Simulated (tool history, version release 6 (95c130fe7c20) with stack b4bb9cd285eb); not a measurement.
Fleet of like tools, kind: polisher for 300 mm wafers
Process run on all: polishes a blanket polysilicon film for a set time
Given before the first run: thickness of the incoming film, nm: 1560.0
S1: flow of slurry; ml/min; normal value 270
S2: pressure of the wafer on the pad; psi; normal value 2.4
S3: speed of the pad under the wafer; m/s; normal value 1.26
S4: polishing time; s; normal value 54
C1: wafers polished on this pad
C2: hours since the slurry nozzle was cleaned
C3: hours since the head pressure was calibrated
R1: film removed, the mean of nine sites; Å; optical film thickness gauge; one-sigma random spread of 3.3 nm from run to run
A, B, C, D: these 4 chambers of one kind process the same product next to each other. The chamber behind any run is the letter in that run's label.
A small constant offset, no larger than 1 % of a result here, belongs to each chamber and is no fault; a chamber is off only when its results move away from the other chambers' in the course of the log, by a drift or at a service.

run 1C day=0.188 | S1=270 S2=2.4 S3=1.26 S4=54 | C1=628 C2=258.9 C3=437.8 | R1=4254.1
run 2B day=0.346 | S1=270 S2=2.4 S3=1.26 S4=54 | C1=447 C2=304.1 C3=33.3 | R1=4197
-- day=0.367 chamber D: worn pad replaced by a new one
run 3D day=0.583 | S1=270 S2=2.4 S3=1.26 S4=54 | C1=48 C2=337.6 C3=481.1 | R1=4172.6
run 4A day=0.85 | S1=270 S2=2.4 S3=1.26 S4=54 | C1=1158 C2=152.9 C3=776.3 | R1=4307.2
run 5C day=1.104 | S1=270 S2=2.4 S3=1.26 S4=54 | C1=833 C2=280.9 C3=459.8 | R1=4227.7
-- day=1.112 chamber A: head pressure recalibrated
run 6B day=1.238 | S1=270 S2=2.4 S3=1.26 S4=54 | C1=646 C2=325.5 C3=54.7 | R1=4192.2
-- day=1.4 chamber B: worn pad replaced by a new one
run 7D day=1.404 | S1=270 S2=2.4 S3=1.26 S4=54 | C1=231 C2=357.3 C3=500.8 | R1=4290.6
-- day=1.412 chamber A: worn pad replaced by a new one
run 8A day=1.625 | S1=270 S2=2.4 S3=1.26 S4=54 | C1=48 C2=171.5 C3=12.3 | R1=4245.3
run 9D day=1.762 | S1=270 S2=2.4 S3=1.26 S4=54 | C1=311 C2=365.9 C3=509.4 | R1=4197.8
run 10A day=1.946 | S1=270 S2=2.4 S3=1.26 S4=54 | C1=119 C2=179.2 C3=20 | R1=4230.9
run 11B day=2.138 | S1=270 S2=2.4 S3=1.26 S4=54 | C1=165 C2=347.1 C3=76.3 | R1=4130.1
run 12C day=2.25 | S1=270 S2=2.4 S3=1.26 S4=54 | C1=1089 C2=308.4 C3=487.3 | R1=4244.4
run 13B day=2.375 | S1=270 S2=2.4 S3=1.26 S4=54 | C1=218 C2=352.8 C3=82 | R1=4249
run 14A day=2.504 | S1=270 S2=2.4 S3=1.26 S4=54 | C1=244 C2=192.6 C3=33.4 | R1=4194.8
run 15C day=2.633 | S1=220 S2=3 S3=1.26 S4=54 | C1=1174 C2=317.6 C3=496.5 | R1=5237.8
run 16D day=2.896 | S1=220 S2=3 S3=1.26 S4=54 | C1=564 C2=393.1 C3=536.6 | R1=5083.5
run 17C day=3.088 | S1=220 S2=3 S3=1.26 S4=54 | C1=1275 C2=328.5 C3=507.4 | R1=5167.2
run 18D day=3.288 | S1=220 S2=3 S3=1.26 S4=54 | C1=651 C2=402.5 C3=546 | R1=5042.6
run 19A day=3.521 | S1=270 S2=2.4 S3=1.26 S4=54 | C1=471 C2=217 C3=57.8 | R1=4236.9
-- day=3.675 chamber D: slurry nozzle cleaned
run 20B day=3.675 | S1=300 S2=2.4 S3=1.26 S4=54 | C1=508 C2=384 C3=113.2 | R1=4229.5
run 21B day=3.829 | S1=300 S2=2.4 S3=1.26 S4=54 | C1=542 C2=387.7 C3=116.9 | R1=4245.3
run 22A day=3.996 | S1=300 S2=2.4 S3=1.26 S4=54 | C1=577 C2=228.4 C3=69.2 | R1=4277
run 23C day=4.192 | S1=300 S2=2.4 S3=1.26 S4=54 | C1=1522 C2=355 C3=533.9 | R1=4201.1
-- day=4.304 chamber B: worn pad replaced by a new one
run 24D day=4.421 | S1=270 S2=2.4 S3=1.26 S4=54 | C1=904 C2=18 C3=573.2 | R1=4222.2
run 25A day=4.638 | S1=270 S2=2.4 S3=1.26 S4=54 | C1=720 C2=243.8 C3=84.6 | R1=4230.3
run 26B day=4.858 | S1=270 S2=2.4 S3=1.26 S4=54 | C1=123 C2=412.4 C3=141.6 | R1=4230.9
run 27C day=5.088 | S1=270 S2=2.4 S3=1.26 S4=54 | C1=1722 C2=376.5 C3=555.4 | R1=4065.5
run 28D day=5.35 | S1=270 S2=2.4 S3=1.26 S4=54 | C1=1111 C2=40.3 C3=595.5 | R1=4223.9
run 29C day=5.533 | S1=270 S2=2.4 S3=1 S4=54 | C1=1821 C2=387.2 C3=566.1 | R1=3213.7
run 30D day=5.733 | S1=270 S2=2.4 S3=1 S4=54 | C1=1197 C2=49.5 C3=604.7 | R1=3352.2
run 31A day=5.954 | S1=270 S2=2.4 S3=1 S4=54 | C1=1014 C2=275.4 C3=116.2 | R1=3398.1
run 32B day=6.183 | S1=270 S2=2.4 S3=1 S4=54 | C1=419 C2=444.2 C3=173.4 | R1=3383.9
run 33D day=6.346 | S1=270 S2=2.4 S3=1.26 S4=42 | C1=1334 C2=64.2 C3=619.4 | R1=3247
run 34A day=6.525 | S1=270 S2=2.4 S3=1.26 S4=42 | C1=1141 C2=289.1 C3=129.9 | R1=3280.1
run 35C day=6.754 | S1=270 S2=2.4 S3=1.26 S4=42 | C1=2094 C2=416.5 C3=595.4 | R1=3050.3
-- day=6.812 chamber A: worn pad replaced by a new one
-- day=6.862 chamber D: worn pad replaced by a new one
run 36B day=6.871 | S1=270 S2=2.4 S3=1.26 S4=42 | C1=573 C2=460.7 C3=189.9 | R1=3287.2
run 37B day=7.058 | S1=270 S2=2.4 S3=1.26 S4=54 | C1=614 C2=465.2 C3=194.4 | R1=4189.6
run 38C day=7.175 | S1=270 S2=2.4 S3=1.26 S4=70 | C1=2187 C2=426.6 C3=605.5 | R1=5017.1
run 39D day=7.304 | S1=270 S2=2.4 S3=1.26 S4=70 | C1=98 C2=87.2 C3=642.4 | R1=5467.5
run 40A day=7.454 | S1=270 S2=2.4 S3=1.26 S4=70 | C1=143 C2=311.4 C3=152.2 | R1=5450.1
run 41C day=7.712 | S1=270 S2=2.4 S3=1.26 S4=70 | C1=2307 C2=439.5 C3=618.4 | R1=5051.1

Next, every chamber runs the same settings. What will each give?
run 42A day=7.9 | S1=270 S2=2.4 S3=1.64 S4=54 | R1=?
run 42B day=7.9 | S1=270 S2=2.4 S3=1.64 S4=54 | R1=?
run 42C day=7.9 | S1=270 S2=2.4 S3=1.64 S4=54 | R1=?
run 42D day=7.9 | S1=270 S2=2.4 S3=1.64 S4=54 | R1=?

run=42A R1=5459.7
run=42B R1=5443.1
run=42C R1=4958.5
run=42D R1=5475.3
